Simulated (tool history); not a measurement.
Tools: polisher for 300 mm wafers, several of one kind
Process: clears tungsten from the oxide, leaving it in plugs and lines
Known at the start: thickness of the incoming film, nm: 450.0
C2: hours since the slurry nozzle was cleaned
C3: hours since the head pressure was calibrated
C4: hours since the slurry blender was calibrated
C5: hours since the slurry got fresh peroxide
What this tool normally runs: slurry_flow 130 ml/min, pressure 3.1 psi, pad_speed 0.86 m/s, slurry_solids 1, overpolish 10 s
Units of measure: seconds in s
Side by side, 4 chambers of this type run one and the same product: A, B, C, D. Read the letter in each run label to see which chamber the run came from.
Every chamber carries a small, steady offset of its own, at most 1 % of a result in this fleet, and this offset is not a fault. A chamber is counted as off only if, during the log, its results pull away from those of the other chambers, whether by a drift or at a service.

{"run": "1B", "hour": 13.5, "slurry_flow": 130, "pressure": 3.1, "pad_speed": 0.86, "slurry_solids": 1, "overpolish": 10, "wafers polished on this pad": 246, "C2": 103.5, "C3": 1458.6, "C4": 86.2, "C5": 68.6, "seconds": 110.1}
{"hour": 14.2, "done": "chamber B: head pressure recalibrated"}
{"hour": 15.1, "done": "chamber C: worn pad replaced by a new one"}
{"hour": 18.6, "done": "chamber C: slurry tank refilled with fresh slurry and peroxide"}
{"hour": 23.8, "done": "chamber A: slurry tank refilled with fresh slurry and peroxide"}
{"run": "2D", "hour": 25.7, "slurry_flow": 130, "pressure": 3.1, "pad_speed": 0.86, "slurry_solids": 1, "overpolish": 10, "wafers polished on this pad": 395, "C2": 450.4, "C3": 30.6, "C4": 384.4, "C5": 102.8, "seconds": 112.6}
{"run": "3C", "hour": 37.7, "slurry_flow": 130, "pressure": 3.1, "pad_speed": 0.86, "slurry_solids": 1, "overpolish": 10, "wafers polished on this pad": 206, "C2": 222.2, "C3": 365, "C4": 61.1, "C5": 19.1, "seconds": 112.73}
{"hour": 48.4, "done": "chamber B: slurry tank refilled with fresh slurry and peroxide"}
{"run": "4A", "hour": 49.3, "slurry_flow": 130, "pressure": 3.1, "pad_speed": 0.86, "slurry_solids": 1, "overpolish": 10, "wafers polished on this pad": 914, "C2": 434.4, "C3": 708, "C4": 167.1, "C5": 25.6, "seconds": 112.1}
{"hour": 55.5, "done": "chamber A: slurry blender recalibrated"}
{"hour": 56.7, "done": "chamber A: worn pad replaced by a new one"}
{"run": "5D", "hour": 59.3, "slurry_flow": 130, "pressure": 2.2, "pad_speed": 0.86, "slurry_solids": 1, "overpolish": 10, "wafers polished on this pad": 702, "C2": 484, "C3": 64.2, "C4": 418, "C5": 136.4, "seconds": 157.49}
{"hour": 59.7, "done": "chamber B: worn pad replaced by a new one"}
{"hour": 61.4, "done": "chamber D: slurry tank refilled with fresh slurry and peroxide"}
{"run": "6B", "hour": 72.2, "slurry_flow": 130, "pressure": 2.2, "pad_speed": 0.86, "slurry_solids": 1, "overpolish": 10, "wafers polished on this pad": 115, "C2": 162.2, "C3": 58, "C4": 144.9, "C5": 23.9, "seconds": 155.4}
{"hour": 74.1, "done": "chamber D: slurry blender recalibrated"}
{"hour": 78.0, "done": "chamber D: worn pad replaced by a new one"}
{"run": "7A", "hour": 85.8, "slurry_flow": 130, "pressure": 2.2, "pad_speed": 0.86, "slurry_solids": 1, "overpolish": 10, "wafers polished on this pad": 266, "C2": 470.9, "C3": 744.5, "C4": 30.3, "C5": 62.1, "seconds": 158.68}
{"hour": 98.8, "done": "chamber C: slurry nozzle cleaned"}
{"hour": 99.4, "done": "chamber A: slurry tank refilled with fresh slurry and peroxide"}
{"run": "8C", "hour": 100.1, "slurry_flow": 130, "pressure": 2.2, "pad_speed": 0.86, "slurry_solids": 1, "overpolish": 10, "wafers polished on this pad": 778, "C2": 1.4, "C3": 427.4, "C4": 123.5, "C5": 81.5, "seconds": 156.24}
{"run": "9A", "hour": 109.5, "slurry_flow": 130, "pressure": 3.1, "pad_speed": 0.86, "slurry_solids": 1, "overpolish": 8, "wafers polished on this pad": 483, "C2": 494.6, "C3": 768.2, "C4": 54, "C5": 10.1, "seconds": 110.87}
{"hour": 116.2, "done": "chamber C: worn pad replaced by a new one"}
{"run": "10B", "hour": 116.3, "slurry_flow": 130, "pressure": 3.1, "pad_speed": 0.86, "slurry_solids": 1, "overpolish": 8, "wafers polished on this pad": 519, "C2": 206.3, "C3": 102.1, "C4": 189, "C5": 68, "seconds": 109.72}
{"run": "11D", "hour": 125.5, "slurry_flow": 130, "pressure": 3.1, "pad_speed": 0.86, "slurry_solids": 1, "overpolish": 8, "wafers polished on this pad": 435, "C2": 550.2, "C3": 130.4, "C4": 51.5, "C5": 64.2, "seconds": 112.43}
{"hour": 130.4, "done": "chamber B: worn pad replaced by a new one"}
{"hour": 131.5, "done": "chamber B: slurry blender recalibrated"}
{"hour": 134.4, "done": "chamber C: slurry tank refilled with fresh slurry and peroxide"}
{"run": "12C", "hour": 136.3, "slurry_flow": 130, "pressure": 3.1, "pad_speed": 0.86, "slurry_solids": 1, "overpolish": 8, "wafers polished on this pad": 184, "C2": 37.6, "C3": 463.6, "C4": 159.7, "C5": 2, "seconds": 111.99}
{"hour": 141.2, "done": "chamber B: slurry tank refilled with fresh slurry and peroxide"}
{"run": "13D", "hour": 142.7, "slurry_flow": 130, "pressure": 3.1, "pad_speed": 0.86, "slurry_solids": 1, "overpolish": 10, "wafers polished on this pad": 593, "C2": 567.4, "C3": 147.6, "C4": 68.7, "C5": 81.4, "seconds": 111.95}
{"run": "14B", "hour": 156.5, "slurry_flow": 130, "pressure": 3.1, "pad_speed": 0.86, "slurry_solids": 1, "overpolish": 10, "wafers polished on this pad": 239, "C2": 246.5, "C3": 142.3, "C4": 25, "C5": 15.4, "seconds": 110.97}
{"hour": 158.2, "done": "chamber C: head pressure recalibrated"}
{"run": "15C", "hour": 163.7, "slurry_flow": 130, "pressure": 3.1, "pad_speed": 0.86, "slurry_solids": 1, "overpolish": 10, "wafers polished on this pad": 435, "C2": 65, "C3": 5.5, "C4": 187.1, "C5": 29.4, "seconds": 102.59}
{"hour": 166.8, "done": "chamber C: slurry blender recalibrated"}
{"hour": 172.6, "done": "chamber D: slurry nozzle cleaned"}
{"hour": 172.8, "done": "chamber A: slurry nozzle cleaned"}
{"hour": 175.8, "done": "chamber B: slurry nozzle cleaned"}
{"run": "16A", "hour": 176.8, "slurry_flow": 130, "pressure": 3.1, "pad_speed": 0.86, "slurry_solids": 1, "overpolish": 10, "wafers polished on this pad": 1099, "C2": 4, "C3": 835.5, "C4": 121.3, "C5": 77.4, "seconds": 113.46}
{"hour": 182.0, "done": "chamber A: slurry tank refilled with fresh slurry and peroxide"}
{"run": "17D", "hour": 184.4, "slurry_flow": 130, "pressure": 3.1, "pad_speed": 0.86, "slurry_solids": 1, "overpolish": 10, "wafers polished on this pad": 974, "C2": 11.8, "C3": 189.3, "C4": 110.4, "C5": 123.1, "seconds": 113.66}
{"hour": 193.5, "done": "chamber D: worn pad replaced by a new one"}
{"hour": 193.8, "done": "chamber A: worn pad replaced by a new one"}
{"run": "18C", "hour": 199.1, "slurry_flow": 130, "pressure": 3.1, "pad_speed": 0.86, "slurry_solids": 1, "overpolish": 10, "wafers polished on this pad": 759, "C2": 100.4, "C3": 40.9, "C4": 32.3, "C5": 64.8, "seconds": 102.41}
{"hour": 205.7, "done": "chamber B: worn pad replaced by a new one"}
{"run": "19A", "hour": 210.2, "slurry_flow": 130, "pressure": 3.1, "pad_speed": 0.86, "slurry_solids": 0.8, "overpolish": 15, "wafers polished on this pad": 150, "C2": 37.4, "C3": 868.9, "C4": 154.7, "C5": 28.3, "seconds": 118.91}
{"hour": 214.3, "done": "chamber C: worn pad replaced by a new one"}
{"hour": 216.2, "done": "chamber D: slurry tank refilled with fresh slurry and peroxide"}
{"run": "20B", "hour": 221.6, "slurry_flow": 130, "pressure": 3.1, "pad_speed": 0.86, "slurry_solids": 0.8, "overpolish": 15, "wafers polished on this pad": 145, "C2": 45.9, "C3": 207.4, "C4": 90.1, "C5": 80.5, "seconds": 116.73}
{"hour": 228.3, "done": "chamber C: slurry tank refilled with fresh slurry and peroxide"}
{"run": "21C", "hour": 234.4, "slurry_flow": 130, "pressure": 3.1, "pad_speed": 0.86, "slurry_solids": 0.8, "overpolish": 15, "wafers polished on this pad": 184, "C2": 135.7, "C3": 76.2, "C4": 67.6, "C5": 6.1, "seconds": 108.55}
{"run": "22B", "hour": 247.7, "slurry_flow": 130, "pressure": 3.1, "pad_speed": 0.86, "slurry_solids": 0.8, "overpolish": 15, "wafers polished on this pad": 384, "C2": 72, "C3": 233.5, "C4": 116.2, "C5": 106.6, "seconds": 117.62}
{"hour": 248.4, "done": "chamber B: slurry tank refilled with fresh slurry and peroxide"}
{"hour": 251.4, "done": "chamber A: slurry blender recalibrated"}
{"run": "23D", "hour": 254.8, "slurry_flow": 130, "pressure": 3.1, "pad_speed": 1, "slurry_solids": 1, "overpolish": 14, "wafers polished on this pad": 561, "C2": 82.2, "C3": 259.7, "C4": 180.8, "C5": 38.7, "seconds": 96.116}
{"run": "24A", "hour": 262.3, "slurry_flow": 130, "pressure": 3.1, "pad_speed": 1, "slurry_solids": 1, "overpolish": 14, "wafers polished on this pad": 627, "C2": 89.5, "C3": 921, "C4": 10.9, "C5": 80.4, "seconds": 95.901}
{"run": "25B", "hour": 271.4, "slurry_flow": 130, "pressure": 3.1, "pad_speed": 1, "slurry_solids": 1, "overpolish": 14, "wafers polished on this pad": 601, "C2": 95.7, "C3": 257.2, "C4": 139.9, "C5": 23.1, "seconds": 96.499}

Next, every chamber runs the same settings. What will each give?
{"run": "26A", "hour": 282.0, "slurry_flow": 130, "pressure": 3.1, "pad_speed": 0.86, "slurry_solids": 0.9, "overpolish": 10, "seconds": "?"}
{"run": "26B", "hour": 282.0, "slurry_flow": 130, "pressure": 3.1, "pad_speed": 0.86, "slurry_solids": 0.9, "overpolish": 10, "seconds": "?"}
{"run": "26C", "hour": 282.0, "slurry_flow": 130, "pressure": 3.1, "pad_speed": 0.86, "slurry_solids": 0.9, "overpolish": 10, "seconds": "?"}
{"run": "26D", "hour": 282.0, "slurry_flow": 130, "pressure": 3.1, "pad_speed": 0.86, "slurry_solids": 0.9, "overpolish": 10, "seconds": "?"}

run=26A seconds=116.32
run=26B seconds=112.68
run=26C seconds=104.14
run=26D seconds=116.13
